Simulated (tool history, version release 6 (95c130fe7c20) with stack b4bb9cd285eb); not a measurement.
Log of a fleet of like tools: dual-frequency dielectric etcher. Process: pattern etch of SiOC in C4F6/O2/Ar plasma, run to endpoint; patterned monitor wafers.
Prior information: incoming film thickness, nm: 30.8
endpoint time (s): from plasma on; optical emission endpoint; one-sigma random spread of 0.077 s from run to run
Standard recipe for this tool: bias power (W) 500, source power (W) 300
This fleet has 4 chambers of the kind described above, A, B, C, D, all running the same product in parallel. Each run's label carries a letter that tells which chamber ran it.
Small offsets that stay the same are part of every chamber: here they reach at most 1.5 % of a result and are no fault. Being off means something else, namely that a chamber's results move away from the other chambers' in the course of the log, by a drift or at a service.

Run 1A, hour 5.4: usual settings. Result: endpoint time (s) 11.535.
Run 2D, hour 12.6: usual settings. Result: endpoint time (s) 11.337.
Run 3B, hour 17.6: usual settings. Result: endpoint time (s) 11.426.
Run 4C, hour 22.6: usual settings. Result: endpoint time (s) 11.431.
Run 5D, hour 28.4: usual settings. Result: endpoint time (s) 11.227.
Run 6A, hour 35.9: usual settings. Result: endpoint time (s) 11.448.
Run 7C, hour 43.9: usual settings. Result: endpoint time (s) 11.44.
Run 8B, hour 54.1: usual settings. Result: endpoint time (s) 11.363.
Run 9C, hour 60.5: usual settings but bias power (W) 442. Result: endpoint time (s) 12.006.
Run 10A, hour 69.3: usual settings but bias power (W) 442. Result: endpoint time (s) 11.909.
Run 11B, hour 76.3: usual settings but bias power (W) 442. Result: endpoint time (s) 11.99.
At hour 79: chamber A: bias power generator calibrated.
Run 12D, hour 85.5: usual settings but bias power (W) 442. Result: endpoint time (s) 11.829.
Run 13C, hour 91.8: usual settings. Result: endpoint time (s) 11.485.
Run 14A, hour 98.2: usual settings. Result: endpoint time (s) 11.604.
At hour 101.1: chamber C: wet clean of the chamber.
Run 15D, hour 104.2: usual settings but bias power (W) 610, source power (W) 240. Result: endpoint time (s) 11.332.
Run 16B, hour 109.7: usual settings but bias power (W) 610, source power (W) 240. Result: endpoint time (s) 11.418.
Run 17C, hour 115.5: usual settings but bias power (W) 610, source power (W) 240. Result: endpoint time (s) 10.973.
Run 18B, hour 125.1: usual settings but bias power (W) 610, source power (W) 240. Result: endpoint time (s) 11.606.
Run 19A, hour 134.4: usual settings. Result: endpoint time (s) 11.575.
Run 20D, hour 142.1: usual settings. Result: endpoint time (s) 11.397.
Run 21B, hour 151.5: usual settings. Result: endpoint time (s) 11.608.
Run 22A, hour 161.3: usual settings. Result: endpoint time (s) 11.629.
Run 23C, hour 167.7: usual settings but bias power (W) 597, source power (W) 360. Result: endpoint time (s) 9.567.
Run 24D, hour 175.1: usual settings but bias power (W) 597, source power (W) 360. Result: endpoint time (s) 9.9434.
Run 25C, hour 181.5: usual settings but bias power (W) 597, source power (W) 360. Result: endpoint time (s) 9.5917.
Run 26D, hour 189.8: usual settings but bias power (W) 597, source power (W) 360. Result: endpoint time (s) 10.04.
At hour 195.1: chamber A: wet clean of the chamber.
Run 27B, hour 195.5: usual settings but bias power (W) 402, source power (W) 360. Result: endpoint time (s) 11.696.
Run 28A, hour 204.1: usual settings but bias power (W) 402, source power (W) 360. Result: endpoint time (s) 11.657.
Run 29C, hour 212.3: usual settings but bias power (W) 402, source power (W) 360. Result: endpoint time (s) 11.089.
Run 30D, hour 218.8: usual settings but bias power (W) 402, source power (W) 360. Result: endpoint time (s) 11.502.

All 4 chambers run these settings next. Forecast each chamber's results:
Run 31A, hour 226.4: usual settings. Result: endpoint time (s) ?.
Run 31B, hour 226.4: usual settings. Result: endpoint time (s) ?.
Run 31C, hour 226.4: usual settings. Result: endpoint time (s) ?.
Run 31D, hour 226.4: usual settings. Result: endpoint time (s) ?.

run  endpoint time (s)
31A             11.495
31B             11.417
31C              10.88
31D             11.301
